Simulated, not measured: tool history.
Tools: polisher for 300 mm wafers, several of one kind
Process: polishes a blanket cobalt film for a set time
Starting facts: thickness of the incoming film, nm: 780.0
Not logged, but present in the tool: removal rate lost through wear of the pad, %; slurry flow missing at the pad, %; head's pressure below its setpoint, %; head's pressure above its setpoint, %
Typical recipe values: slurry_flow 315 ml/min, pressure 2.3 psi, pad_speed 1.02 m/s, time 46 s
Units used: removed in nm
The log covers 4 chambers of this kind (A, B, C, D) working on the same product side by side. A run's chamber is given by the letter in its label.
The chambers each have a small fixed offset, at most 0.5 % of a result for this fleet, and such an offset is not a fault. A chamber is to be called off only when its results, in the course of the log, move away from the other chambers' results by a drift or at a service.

run   hour  slurry_flow  pressure  pad_speed  time  wafers polished on this pad  hours since the slurry nozzle was cleaned  hours since the head pressure was calibrated  removed
 1A    8.3          315       2.3       1.02    46                          988                                       52.7                                         487.2   244.44
       9.9  -- chamber D: worn pad replaced by a new one
 2B   15.4          315       2.3       1.02    46                          294                                       95.1                                         923.9   247.49
 3C   21.6          315       2.3       1.02    46                          801                                      309.7                                         508.9   242.21
      23.8  -- chamber A: worn pad replaced by a new one
 4D   27.9          315       2.3       1.02    46                          224                                      319.1                                         984.4   243.14
      29.4  -- chamber C: worn pad replaced by a new one
 5D   33.8          315       2.3       0.68    46                          298                                        325                                         990.3   162.08
 6A   41.8          315       2.3       0.68    46                          225                                       86.2                                         520.7   164.12
 7B   47.9          315       2.3       0.68    46                          698                                      127.6                                         956.4   166.12
 8C   52.5          315       2.3       0.68    46                          288                                      340.6                                         539.8   162.37
 9A   57.1          415       2.3       1.02    46                          415                                      101.5                                           536   247.97
10D   62.8          415       2.3       1.02    46                          659                                        354                                        1019.3   248.21
11C   69.8          415       2.3       1.02    46                          503                                      357.9                                         557.1   250.61
12B   78.4          415       2.3       1.02    46                         1078                                      158.1                                         986.9   248.06
13C   83.6          315       2.3       1.02    46                          675                                      371.7                                         570.9    243.3
      87.8  -- chamber D: worn pad replaced by a new one
      89.5  -- chamber B: worn pad replaced by a new one
14B   92.8          315       2.3       1.02    46                           41                                      172.5                                        1001.3   246.02
      97.9  -- chamber C: worn pad replaced by a new one
15A   99.3          315       2.3       1.02    46                          940                                      143.7                                         578.2   239.93
16D  106.1          315       2.3       1.02    46                          228                                      397.3                                        1062.6   245.29
17B  113.2          315       2.3       1.02    46                          295                                      192.9                                        1021.7   246.98
     118.4  -- chamber A: worn pad replaced by a new one
18A  122.2          315       2.3       1.02    46                           47                                      166.6                                         601.1   239.95
19C  130.3          315       2.3       1.02    46                          404                                      418.4                                         617.6   245.74
20D  138.2          315       2.3       1.02    46                          627                                      429.4                                        1094.7   240.31
21C  146.2          315       2.3       1.02    46                          602                                      434.3                                         633.5   245.93
22D  153.9          315       2.3       1.02    46                          823                                      445.1                                        1110.4    237.3
     158.6  -- chamber C: worn pad replaced by a new one
23A  159.9          315       2.3       1.02    46                          517                                      204.3                                         638.8   232.85
     162.2  -- chamber D: worn pad replaced by a new one
24B    165          315       2.3       1.02    46                          940                                      244.7                                        1073.5   242.63
25B  169.5          315       2.3       1.02    46                          996                                      249.2                                          1078   244.49
26A  176.8          315       2.3       1.02    46                          727                                      221.2                                         655.7      232
27C    184          315       2.3       1.02    46                          316                                      472.1                                         671.3   244.74
28D  192.6          315       2.3       1.02    46                          378                                      483.8                                        1149.1   245.02
     193.8  -- chamber B: worn pad replaced by a new one
29A    199          380       2.3       1.02    46                         1004                                      243.4                                         677.9   235.86
30D  203.8          380       2.3       1.02    46                          518                                        495                                        1160.3   245.78
     204.6  -- chamber C: slurry nozzle cleaned
31B  210.3          380       2.3       1.02    46                          205                                        290                                        1118.8   249.29
     216.4  -- chamber D: slurry nozzle cleaned
32C  216.9          380       2.3       1.02    46                          726                                       12.3                                         704.2   247.21
33A  223.9          315       2.3       1.02    46                         1314                                      268.3                                         702.8   225.23
     228.6  -- chamber D: worn pad replaced by a new one
34D    229          315       2.3       1.02    46                            5                                       12.7                                        1185.5   249.21
35B  236.4          315       2.3       1.02    46                          530                                      316.1                                        1144.9   246.21

Has any chamber moved away from the others, gradually or after a service, or does the common gauge drift, or do the chambers differ only by their own small steady offsets? State the chamber and the most likely cause if one applies.

One chamber, A, drifts off from the rest bit by bit.
Cause: head's pressure below its setpoint, % = 8.52.

Chamber A could run next with any of the 4 candidate recipes listed below; each alters the usual settings, and their results appear as question marks. Which one brings its results back in line with what the other chambers deliver on the usual settings?
In line here means within this much of the mean the other chambers give on the usual settings: removed 6.6 nm
36A-1  243.1          315       2.3       1.04    47                                                                                                                              ?
36A-2  243.1          315       2.3       0.98    46                                                                                                                              ?
36A-3  243.1          315       2.2       0.98    46                                                                                                                              ?
36A-4  243.1          315       2.4       1.08    46                                                                                                                              ?

Other chambers, usual settings, mean: removed 244.38 nm
  run  removed
36A-1   231.64
36A-2    213.6
36A-3   204.33
36A-4   245.67
With 36A-4, the chamber falls back in line with the rest.

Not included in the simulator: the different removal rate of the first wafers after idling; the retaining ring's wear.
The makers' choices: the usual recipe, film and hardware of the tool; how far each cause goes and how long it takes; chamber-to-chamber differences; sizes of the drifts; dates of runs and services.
